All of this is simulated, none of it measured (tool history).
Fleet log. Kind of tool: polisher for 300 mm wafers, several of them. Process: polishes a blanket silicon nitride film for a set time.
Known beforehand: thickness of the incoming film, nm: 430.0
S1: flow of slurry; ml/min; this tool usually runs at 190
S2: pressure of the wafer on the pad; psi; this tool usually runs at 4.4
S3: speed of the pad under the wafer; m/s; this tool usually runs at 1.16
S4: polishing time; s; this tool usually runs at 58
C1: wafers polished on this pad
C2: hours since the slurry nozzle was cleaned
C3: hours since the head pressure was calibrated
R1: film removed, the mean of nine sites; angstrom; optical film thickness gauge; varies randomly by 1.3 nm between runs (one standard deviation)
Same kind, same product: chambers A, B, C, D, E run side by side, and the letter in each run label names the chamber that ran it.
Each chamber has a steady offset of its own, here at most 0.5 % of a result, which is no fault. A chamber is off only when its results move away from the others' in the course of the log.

run   hour   S1   S2    S3  S4    C1     C2     C3      R1
 1E    5.0  190  4.4  1.16  58   556  122.3  489.7  1504.3
 2D    7.7  190  4.4  1.16  58   227  228.5  402.4  1476.0
 3A   12.2  190  4.4  1.16  58   305  243.9  188.8  1501.6
 4B   16.4  190  4.4  1.16  58   628  267.0  103.3  1504.5
 5C   20.8  190  4.4  1.16  58   593  364.1  152.0  1482.8
 6C   23.7  190  4.4  1.16  58   619  367.0  154.9  1481.0
 7D   26.7  190  4.4  1.16  58   400  247.5  421.4  1481.8
 8E   30.8  190  4.4  1.16  58   790  148.1  515.5  1502.1
 9B   33.6  190  4.4  1.16  58   785  284.2  120.5  1505.3
10A   35.9  165  3.9  1.16  58   521  267.6  212.5  1291.5
11E   39.6  165  3.9  1.16  58   870  156.9  524.3  1298.5
      44.0  -- chamber D: worn pad replaced by a new one
12A   44.1  165  3.9  1.16  58   595  275.8  220.7  1316.6
      47.5  -- chamber D: slurry nozzle cleaned
13B   48.2  165  3.9  1.16  58   917  298.8  135.1  1319.9
14D   50.8  165  3.9  1.16  58    61    3.4  445.5  1292.5
15C   55.1  190  4.4  1.16  45   905  398.4  186.3  1158.8
16D   58.7  190  4.4  1.16  45   133   11.3  453.4  1154.1
      60.3  -- chamber B: worn pad replaced by a new one
17C   61.6  190  4.4  1.16  45   964  404.9  192.8  1130.1
18E   64.9  190  4.4  1.16  45  1100  182.2  549.6  1129.1
19B   68.8  190  4.4  1.16  45    77  319.4  155.7  1161.3
20A   72.1  190  4.4  1.16  58   850  303.8  248.7  1495.7
21D   76.4  190  4.4  1.16  58   294   29.0  471.1  1507.7
      79.6  -- chamber B: slurry nozzle cleaned
22B   80.6  190  4.4  1.16  58   184    1.0  167.5  1516.2
23C   83.2  190  4.4  1.16  58  1160  426.5  214.4  1478.9
      85.8  -- chamber C: worn pad replaced by a new one
24A   87.8  190  4.4  1.16  58   993  319.5  264.4  1482.5
25E   90.4  190  4.4  1.16  58  1332  207.7  575.1  1434.8
26D   95.1  190  4.4  1.16  58   464   47.7  489.8  1492.9
      96.6  -- chamber E: worn pad replaced by a new one
27B   99.6  190  4.4  1.16  58   357   20.0  186.5  1508.2
     101.9  -- chamber D: worn pad replaced by a new one
28C  103.2  190  4.4  1.16  58   158  446.5  234.4  1491.7
29E  107.1  190  4.4  1.16  58    96  224.4  591.8  1389.2
30A  110.8  190  4.4  0.82  58  1202  342.5  287.4  1126.6
     113.7  -- chamber A: worn pad replaced by a new one
31B  115.0  190  4.4  0.82  58   497   35.4  201.9  1139.8
32E  117.5  190  4.4  0.82  58   190  234.8  602.2  1083.3
33C  121.9  190  4.4  0.82  58   328  465.2  253.1  1144.3
34D  127.0  190  4.4  0.82  58   229   79.6  521.7  1144.3
35A  131.4  190  4.4  1.16  58   161  363.1  308.0  1494.6
36C  134.7  190  4.4  1.16  58   445  478.0  265.9  1498.3
37B  138.7  190  4.4  1.16  58   713   59.1  225.6  1501.2
38D  142.3  190  4.4  1.16  58   368   94.9  537.0  1501.0
     143.2  -- chamber A: head pressure recalibrated
39E  144.7  190  4.4  1.16  58   438  262.0  629.4  1376.5
40A  149.8  190  4.4  1.16  58   329  381.5    6.6  1483.8
     153.9  -- chamber D: worn pad replaced by a new one
41D  155.0  190  4.4  1.16  58    10  107.6  549.7  1495.3
42A  158.8  190  4.4  1.16  58   410  390.5   15.6  1504.3
43B  162.9  190  4.4  1.16  58   933   83.3  249.8  1487.4
44C  167.5  190  4.4  1.16  58   743  510.8  298.7  1478.5

All 5 chambers run these settings next. Forecast each chamber's results:
45A  171.3  190  4.4  1.16  58               ?
45B  171.3  190  4.4  1.16  58               ?
45C  171.3  190  4.4  1.16  58               ?
45D  171.3  190  4.4  1.16  58               ?
45E  171.3  190  4.4  1.16  58               ?

run      R1
45A  1515.8
45B  1505.5
45C  1489.7
45D  1493.7
45E  1338.6
